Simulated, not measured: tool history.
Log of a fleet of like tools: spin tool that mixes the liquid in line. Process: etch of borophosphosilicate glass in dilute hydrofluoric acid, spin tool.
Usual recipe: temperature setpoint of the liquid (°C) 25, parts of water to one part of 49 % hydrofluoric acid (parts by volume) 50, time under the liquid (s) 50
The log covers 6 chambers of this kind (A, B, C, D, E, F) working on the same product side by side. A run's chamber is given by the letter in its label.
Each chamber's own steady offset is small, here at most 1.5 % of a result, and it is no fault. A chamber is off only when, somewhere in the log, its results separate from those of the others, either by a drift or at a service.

run   hour  temperature setpoint of the liquid (°C)  parts of water to one part of 49 % hydrofluoric acid (parts by volume)  time under the liquid (s)  hours since the thermometer was replaced  hours since the hydrofluoric acid flow meter was replaced  read-back film thickness of the borophosphosilicate glass reference wafer, read on the same gauge (nm)  thickness taken off the borophosphosilicate glass on a monitor wafer (nm)
 1C     13                                       25                                                                      50                         50                                    2026.3                                                     1421.5                                                                                                  110.01                                                                     43.997
 2A   20.8                                       25                                                                      50                         50                                     926.1                                                     1091.6                                                                                                  110.02                                                                     44.263
 3E   29.1                                       25                                                                      50                         50                                     385.7                                                       55.2                                                                                                     110                                                                     43.298
      40.2  -- chamber C: hydrofluoric acid flow meter replaced
 4F   44.2                                       25                                                                      50                         50                                    1750.2                                                     1470.4                                                                                                     110                                                                     44.038
      53.1  -- chamber A: thermometer replaced
 5B   53.8                                       25                                                                      50                         50                                    1400.7                                                     1249.7                                                                                                  109.98                                                                     42.748
 6D   65.3                                       25                                                                      50                         50                                    1764.4                                                      180.9                                                                                                  109.98                                                                      43.95
 7A   73.4                                       25                                                                      50                         50                                      20.3                                                     1144.2                                                                                                  109.99                                                                     44.265
      76.2  -- chamber B: thermometer replaced
      77.2  -- chamber B: hydrofluoric acid flow meter replaced
 8C   87.1                                       25                                                                      50                         50                                    2100.4                                                         47                                                                                                  109.98                                                                     44.122
 9F  101.9                                       25                                                                      50                         50                                    1807.9                                                     1528.1                                                                                                  109.99                                                                      43.97
10E  110.6                                       25                                                                      50                         50                                     467.2                                                      136.7                                                                                                     110                                                                     43.373
11D    125                                       25                                                                      50                         50                                    1824.1                                                      240.6                                                                                                  109.97                                                                     44.066
12B  132.2                                       25                                                                      50                         50                                        56                                                       55.1                                                                                                  109.99                                                                     42.679
13A  139.8                                       25                                                                      50                         50                                      86.7                                                     1210.6                                                                                                     110                                                                     44.026
14E  155.7                                       25                                                                      50                         50                                     512.3                                                      181.8                                                                                                  109.99                                                                     43.394
15F  171.8                                       25                                                                      50                         50                                    1877.8                                                       1598                                                                                                  110.02                                                                     43.047
16D  183.8                                       25                                                                      65                         50                                    1882.9                                                      299.4                                                                                                     110                                                                     33.096
17C  199.4                                       25                                                                      65                         50                                    2212.7                                                      159.3                                                                                                  110.02                                                                      33.55
18B  213.2                                       25                                                                      65                         50                                       137                                                      136.1                                                                                                  109.99                                                                     32.334
19C  229.3                                       25                                                                      65                         50                                    2242.6                                                      189.2                                                                                                  109.99                                                                     33.115
     229.6  -- chamber D: thermometer replaced
20D  240.9                                       25                                                                      65                         50                                      11.4                                                      356.5                                                                                                  110.01                                                                     32.895
21E  253.6                                       25                                                                      65                         50                                     610.2                                                      279.7                                                                                                     110                                                                      32.82
22F  268.7                                       25                                                                      50                         50                                    1974.7                                                     1694.9                                                                                                  109.98                                                                     42.812
23B  279.8                                       25                                                                      50                         50                                     203.6                                                      202.7                                                                                                  109.99                                                                     43.218
24A  290.1                                       25                                                                      50                         50                                       237                                                     1360.9                                                                                                     110                                                                     44.273
25D  298.4                                       25                                                                      50                         50                                      68.9                                                        414                                                                                                     110                                                                     43.997
26C  308.7                                       25                                                                      50                         50                                      2322                                                      268.6                                                                                                     110                                                                     44.333
27E  316.3                                       25                                                                      50                         50                                     672.9                                                      342.4                                                                                                  109.99                                                                     43.164
28A  325.3                                       25                                                                      50                         50                                     272.2                                                     1396.1                                                                                                  110.01                                                                     44.339
29F  334.5                                       25                                                                      50                         50                                    2040.5                                                     1760.7                                                                                                  109.99                                                                     42.689
30B    349                                       25                                                                      50                         50                                     272.8                                                      271.9                                                                                                  110.02                                                                      43.12
31B  356.7                                       25                                                                      50                         50                                     280.5                                                      279.6                                                                                                  109.99                                                                     43.135
32D  367.8                                       25                                                                      50                         50                                     138.3                                                      483.4                                                                                                  110.01                                                                     43.787
33E  379.8                                     27.5                                                                      40                         50                                     736.4                                                      405.9                                                                                                  109.99                                                                     60.671
34F    396                                     27.5                                                                      40                         50                                      2102                                                     1822.2                                                                                                  109.98                                                                     57.674
35A  406.9                                     27.5                                                                      40                         50                                     353.8                                                     1477.7                                                                                                  109.99                                                                      61.47
36C  419.6                                     27.5                                                                      40                         50                                    2432.9                                                      379.5                                                                                                  110.02                                                                     61.718

What goes on in this fleet: one chamber off, a drifting gauge, or nothing beyond the chambers' own small offsets? Name the chamber and the cause, if any.

Little by little, chamber F moves away from the other chambers.
Cause: hydrofluoric acid flow below the setpoint (%) = 5.71.
From this log alone, it may not be told apart from: liquid colder than its thermometer reads (K).

Which of the 4 candidates below, each the usual settings with something changed and its results left as question marks, puts chamber F back in line with what the other chambers give on the usual settings?
Counts as in line when no further than this from what the other chambers average on the usual settings: thickness taken off the borophosphosilicate glass on a monitor wafer (nm) 0.95
37F-1  431.3                                     25.5                                                                      50                         50                                                                                                                                                                                                                                                                                       ?
37F-2  431.3                                     26.5                                                                      50                         50                                                                                                                                                                                                                                                                                       ?
37F-3  431.3                                     24.5                                                                      50                         50                                                                                                                                                                                                                                                                                       ?
37F-4  431.3                                     23.5                                                                      50                         50                                                                                                                                                                                                                                                                                       ?

The mean the other chambers reach with the usual settings: thickness taken off the borophosphosilicate glass on a monitor wafer (nm) 43.705
  run  thickness taken off the borophosphosilicate glass on a monitor wafer (nm)
37F-1                                                                     42.258
37F-2                                                                     43.963
37F-3                                                                      40.59
37F-4                                                                     38.992
With 37F-2, the chamber falls back in line with the rest.

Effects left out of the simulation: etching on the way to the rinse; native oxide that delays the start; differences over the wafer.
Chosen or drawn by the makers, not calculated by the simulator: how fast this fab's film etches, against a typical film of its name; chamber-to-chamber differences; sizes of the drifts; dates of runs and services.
